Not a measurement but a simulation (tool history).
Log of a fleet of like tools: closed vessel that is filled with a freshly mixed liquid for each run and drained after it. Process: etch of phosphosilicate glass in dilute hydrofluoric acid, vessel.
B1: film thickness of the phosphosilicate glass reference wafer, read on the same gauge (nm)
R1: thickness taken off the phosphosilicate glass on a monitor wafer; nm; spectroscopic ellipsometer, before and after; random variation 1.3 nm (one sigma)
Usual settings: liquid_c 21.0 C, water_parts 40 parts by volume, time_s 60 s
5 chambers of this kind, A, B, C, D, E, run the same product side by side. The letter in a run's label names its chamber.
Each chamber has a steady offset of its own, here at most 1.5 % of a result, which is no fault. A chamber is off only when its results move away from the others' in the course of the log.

-- hour=0.4 chamber A: thermometer replaced
run 1B hour=7.9 | liquid_c=21.0 water_parts=40 time_s=60 | B1=149.99 | R1=155.540
run 2E hour=18.0 | liquid_c=21.0 water_parts=40 time_s=60 | B1=149.98 | R1=157.000
run 3D hour=22.9 | liquid_c=21.0 water_parts=40 time_s=60 | B1=150.02 | R1=154.800
run 4C hour=31.6 | liquid_c=21.0 water_parts=40 time_s=60 | B1=149.99 | R1=158.830
run 5A hour=40.6 | liquid_c=21.0 water_parts=40 time_s=50 | B1=150.00 | R1=132.130
run 6B hour=49.8 | liquid_c=21.0 water_parts=40 time_s=50 | B1=150.00 | R1=129.160
run 7D hour=56.9 | liquid_c=21.0 water_parts=40 time_s=50 | B1=150.01 | R1=129.270
run 8E hour=67.7 | liquid_c=21.0 water_parts=40 time_s=50 | B1=149.98 | R1=130.820
run 9A hour=76.5 | liquid_c=21.0 water_parts=40 time_s=50 | B1=150.01 | R1=129.380
run 10C hour=84.8 | liquid_c=21.0 water_parts=40 time_s=60 | B1=150.00 | R1=158.340
run 11C hour=92.4 | liquid_c=21.0 water_parts=40 time_s=60 | B1=150.02 | R1=156.700
run 12A hour=97.9 | liquid_c=22.5 water_parts=55 time_s=60 | B1=150.01 | R1=118.430
run 13E hour=102.9 | liquid_c=22.5 water_parts=55 time_s=60 | B1=150.01 | R1=117.800
run 14B hour=109.3 | liquid_c=22.5 water_parts=55 time_s=60 | B1=150.01 | R1=118.040
run 15D hour=115.7 | liquid_c=22.5 water_parts=55 time_s=60 | B1=150.03 | R1=118.510
run 16E hour=120.6 | liquid_c=22.5 water_parts=55 time_s=60 | B1=149.99 | R1=117.440
run 17B hour=129.7 | liquid_c=21.0 water_parts=40 time_s=70 | B1=150.01 | R1=177.690
run 18D hour=136.5 | liquid_c=21.0 water_parts=40 time_s=70 | B1=150.00 | R1=184.310
run 19C hour=147.1 | liquid_c=21.0 water_parts=40 time_s=70 | B1=150.00 | R1=185.040
run 20A hour=156.6 | liquid_c=21.0 water_parts=40 time_s=70 | B1=150.01 | R1=183.700
run 21C hour=161.7 | liquid_c=21.0 water_parts=40 time_s=70 | B1=150.00 | R1=183.360
run 22E hour=170.2 | liquid_c=21.0 water_parts=40 time_s=60 | B1=150.00 | R1=155.390
run 23D hour=176.0 | liquid_c=21.0 water_parts=40 time_s=60 | B1=149.99 | R1=156.990
run 24B hour=184.9 | liquid_c=21.0 water_parts=35 time_s=80 | B1=149.99 | R1=232.670
-- hour=191.6 chamber E: hydrofluoric acid flow meter replaced
run 25A hour=191.6 | liquid_c=21.0 water_parts=35 time_s=80 | B1=150.01 | R1=240.610
run 26C hour=200.2 | liquid_c=21.0 water_parts=35 time_s=80 | B1=150.00 | R1=241.060
run 27B hour=205.7 | liquid_c=21.0 water_parts=35 time_s=80 | B1=149.99 | R1=228.000
run 28D hour=210.7 | liquid_c=21.0 water_parts=35 time_s=80 | B1=149.99 | R1=238.270
run 29A hour=218.8 | liquid_c=21.0 water_parts=40 time_s=60 | B1=149.99 | R1=157.650
run 30E hour=226.4 | liquid_c=21.0 water_parts=40 time_s=60 | B1=149.99 | R1=157.340
run 31E hour=235.2 | liquid_c=21.0 water_parts=40 time_s=60 | B1=149.98 | R1=157.800
run 32A hour=244.5 | liquid_c=21.0 water_parts=40 time_s=40 | B1=149.99 | R1=103.550
run 33C hour=252.4 | liquid_c=21.0 water_parts=40 time_s=40 | B1=150.01 | R1=105.610
run 34B hour=259.1 | liquid_c=21.0 water_parts=40 time_s=40 | B1=150.01 | R1=97.627

All 5 chambers run these settings next. Forecast each chamber's results:
run 35A hour=266.9 | liquid_c=21.0 water_parts=40 time_s=60 | R1=?
run 35B hour=266.9 | liquid_c=21.0 water_parts=40 time_s=60 | R1=?
run 35C hour=266.9 | liquid_c=21.0 water_parts=40 time_s=60 | R1=?
run 35D hour=266.9 | liquid_c=21.0 water_parts=40 time_s=60 | R1=?
run 35E hour=266.9 | liquid_c=21.0 water_parts=40 time_s=60 | R1=?

run=35A R1=156.030
run=35B R1=145.940
run=35C R1=157.630
run=35D R1=157.080
run=35E R1=157.530
